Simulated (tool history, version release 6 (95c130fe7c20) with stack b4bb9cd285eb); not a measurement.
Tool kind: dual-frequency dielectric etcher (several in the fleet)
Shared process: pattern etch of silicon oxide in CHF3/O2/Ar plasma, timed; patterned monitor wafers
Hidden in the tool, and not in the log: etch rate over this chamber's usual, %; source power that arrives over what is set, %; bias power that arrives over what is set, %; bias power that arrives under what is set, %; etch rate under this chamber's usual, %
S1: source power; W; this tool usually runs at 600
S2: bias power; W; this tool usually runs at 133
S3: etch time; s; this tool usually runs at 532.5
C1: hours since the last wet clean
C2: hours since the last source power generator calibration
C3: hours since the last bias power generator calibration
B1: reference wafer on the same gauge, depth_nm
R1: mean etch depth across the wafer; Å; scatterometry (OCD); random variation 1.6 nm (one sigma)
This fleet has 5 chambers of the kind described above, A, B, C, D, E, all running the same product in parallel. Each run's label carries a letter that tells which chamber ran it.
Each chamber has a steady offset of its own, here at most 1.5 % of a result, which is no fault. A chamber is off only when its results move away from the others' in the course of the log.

{"run": "1A", "hour": 8.4, "S1": 600, "S2": 133, "S3": 532.5, "C1": 335.7, "C2": 1418.6, "C3": 1105.2, "B1": 1027.1, "R1": 9561.2}
{"run": "2C", "hour": 17.3, "S1": 600, "S2": 133, "S3": 532.5, "C1": 399.6, "C2": 2156.3, "C3": 2537.2, "B1": 1026.5, "R1": 9598.6}
{"run": "3D", "hour": 24.6, "S1": 600, "S2": 133, "S3": 532.5, "C1": 389.9, "C2": 59.2, "C3": 1497.9, "B1": 1026.3, "R1": 9624.6}
{"run": "4E", "hour": 33.9, "S1": 600, "S2": 133, "S3": 532.5, "C1": 533.6, "C2": 2185.7, "C3": 2597.3, "B1": 1026.1, "R1": 9453.2}
{"hour": 38.2, "done": "chamber E: wet clean of the chamber"}
{"run": "5B", "hour": 41.3, "S1": 600, "S2": 133, "S3": 532.5, "C1": 197.6, "C2": 1099.9, "C3": 1061.2, "B1": 1026.2, "R1": 9574.9}
{"hour": 44.3, "done": "chamber A: source power generator calibrated"}
{"run": "6B", "hour": 47.3, "S1": 600, "S2": 133, "S3": 532.5, "C1": 203.6, "C2": 1105.9, "C3": 1067.2, "B1": 1025.8, "R1": 9602.3}
{"run": "7E", "hour": 54.8, "S1": 600, "S2": 133, "S3": 532.5, "C1": 16.7, "C2": 2206.6, "C3": 2618.2, "B1": 1025.7, "R1": 9445.1}
{"run": "8A", "hour": 66.5, "S1": 600, "S2": 133, "S3": 532.5, "C1": 393.8, "C2": 22.2, "C3": 1163.3, "B1": 1025.1, "R1": 9592.0}
{"run": "9D", "hour": 76.9, "S1": 600, "S2": 133, "S3": 532.5, "C1": 442.2, "C2": 111.5, "C3": 1550.2, "B1": 1025.1, "R1": 9634.0}
{"run": "10C", "hour": 85.3, "S1": 600, "S2": 133, "S3": 532.5, "C1": 467.6, "C2": 2224.3, "C3": 2605.2, "B1": 1024.9, "R1": 9588.5}
{"run": "11A", "hour": 91.8, "S1": 600, "S2": 133, "S3": 532.5, "C1": 419.1, "C2": 47.5, "C3": 1188.6, "B1": 1024.7, "R1": 9536.3}
{"run": "12B", "hour": 100.8, "S1": 600, "S2": 133, "S3": 532.5, "C1": 257.1, "C2": 1159.4, "C3": 1120.7, "B1": 1024.2, "R1": 9585.2}
{"run": "13D", "hour": 111.3, "S1": 600, "S2": 133, "S3": 532.5, "C1": 476.6, "C2": 145.9, "C3": 1584.6, "B1": 1023.9, "R1": 9609.7}
{"run": "14E", "hour": 119.8, "S1": 600, "S2": 133, "S3": 532.5, "C1": 81.7, "C2": 2271.6, "C3": 2683.2, "B1": 1024.0, "R1": 9410.7}
{"run": "15C", "hour": 127.5, "S1": 600, "S2": 133, "S3": 532.5, "C1": 509.8, "C2": 2266.5, "C3": 2647.4, "B1": 1024.0, "R1": 9548.7}
{"run": "16C", "hour": 137.3, "S1": 600, "S2": 133, "S3": 532.5, "C1": 519.6, "C2": 2276.3, "C3": 2657.2, "B1": 1023.4, "R1": 9550.1}
{"run": "17B", "hour": 148.4, "S1": 600, "S2": 133, "S3": 532.5, "C1": 304.7, "C2": 1207.0, "C3": 1168.3, "B1": 1023.0, "R1": 9559.8}
{"run": "18A", "hour": 154.0, "S1": 600, "S2": 133, "S3": 626.0, "C1": 481.3, "C2": 109.7, "C3": 1250.8, "B1": 1022.9, "R1": 11220.0}
{"run": "19E", "hour": 163.7, "S1": 600, "S2": 133, "S3": 626.0, "C1": 125.6, "C2": 2315.5, "C3": 2727.1, "B1": 1022.3, "R1": 11110.0}
{"hour": 166.9, "done": "chamber C: wet clean of the chamber"}
{"run": "20D", "hour": 172.2, "S1": 600, "S2": 133, "S3": 626.0, "C1": 537.5, "C2": 206.8, "C3": 1645.5, "B1": 1022.7, "R1": 11266.0}
{"run": "21C", "hour": 178.6, "S1": 600, "S2": 133, "S3": 626.0, "C1": 11.7, "C2": 2317.6, "C3": 2698.5, "B1": 1022.6, "R1": 11213.0}
{"hour": 185.7, "done": "chamber B: wet clean of the chamber"}
{"run": "22D", "hour": 187.8, "S1": 600, "S2": 133, "S3": 626.0, "C1": 553.1, "C2": 222.4, "C3": 1661.1, "B1": 1022.3, "R1": 11263.0}
{"run": "23A", "hour": 198.5, "S1": 600, "S2": 133, "S3": 653.5, "C1": 525.8, "C2": 154.2, "C3": 1295.3, "B1": 1022.1, "R1": 11687.0}
{"run": "24B", "hour": 207.2, "S1": 600, "S2": 133, "S3": 653.5, "C1": 21.6, "C2": 1265.8, "C3": 1227.1, "B1": 1021.8, "R1": 11718.0}
{"run": "25E", "hour": 217.9, "S1": 600, "S2": 133, "S3": 653.5, "C1": 179.8, "C2": 2369.7, "C3": 2781.3, "B1": 1021.1, "R1": 11533.0}
{"hour": 219.4, "done": "chamber C: bias power generator calibrated"}
{"run": "26D", "hour": 226.3, "S1": 600, "S2": 133, "S3": 653.5, "C1": 591.6, "C2": 260.9, "C3": 1699.6, "B1": 1021.5, "R1": 11775.0}
{"hour": 227.0, "done": "chamber A: wet clean of the chamber"}
{"hour": 228.1, "done": "chamber D: wet clean of the chamber"}
{"run": "27B", "hour": 236.5, "S1": 600, "S2": 133, "S3": 653.5, "C1": 50.9, "C2": 1295.1, "C3": 1256.4, "B1": 1021.0, "R1": 11713.0}
{"run": "28E", "hour": 247.1, "S1": 530, "S2": 109, "S3": 532.5, "C1": 209.0, "C2": 2398.9, "C3": 2810.5, "B1": 1020.3, "R1": 8415.3}
{"run": "29C", "hour": 252.3, "S1": 530, "S2": 109, "S3": 532.5, "C1": 85.4, "C2": 2391.3, "C3": 32.9, "B1": 1020.3, "R1": 8549.1}
{"run": "30A", "hour": 262.3, "S1": 530, "S2": 109, "S3": 532.5, "C1": 35.4, "C2": 218.0, "C3": 1359.1, "B1": 1019.8, "R1": 8507.3}
{"run": "31D", "hour": 272.9, "S1": 530, "S2": 109, "S3": 532.5, "C1": 44.8, "C2": 307.5, "C3": 1746.2, "B1": 1019.9, "R1": 8576.2}

Decide between three cases: one chamber stands off from its peers, the gauge reading all wafers drifts, or nothing is wrong past each chamber's small offset. Where a chamber is off, say which and what most likely put it there.

No chamber is off; the gauge reading every chamber's wafers drifts, which makes the whole fleet appear to move together.
Likeliest cause: gauge reads low (%) = 0.707.

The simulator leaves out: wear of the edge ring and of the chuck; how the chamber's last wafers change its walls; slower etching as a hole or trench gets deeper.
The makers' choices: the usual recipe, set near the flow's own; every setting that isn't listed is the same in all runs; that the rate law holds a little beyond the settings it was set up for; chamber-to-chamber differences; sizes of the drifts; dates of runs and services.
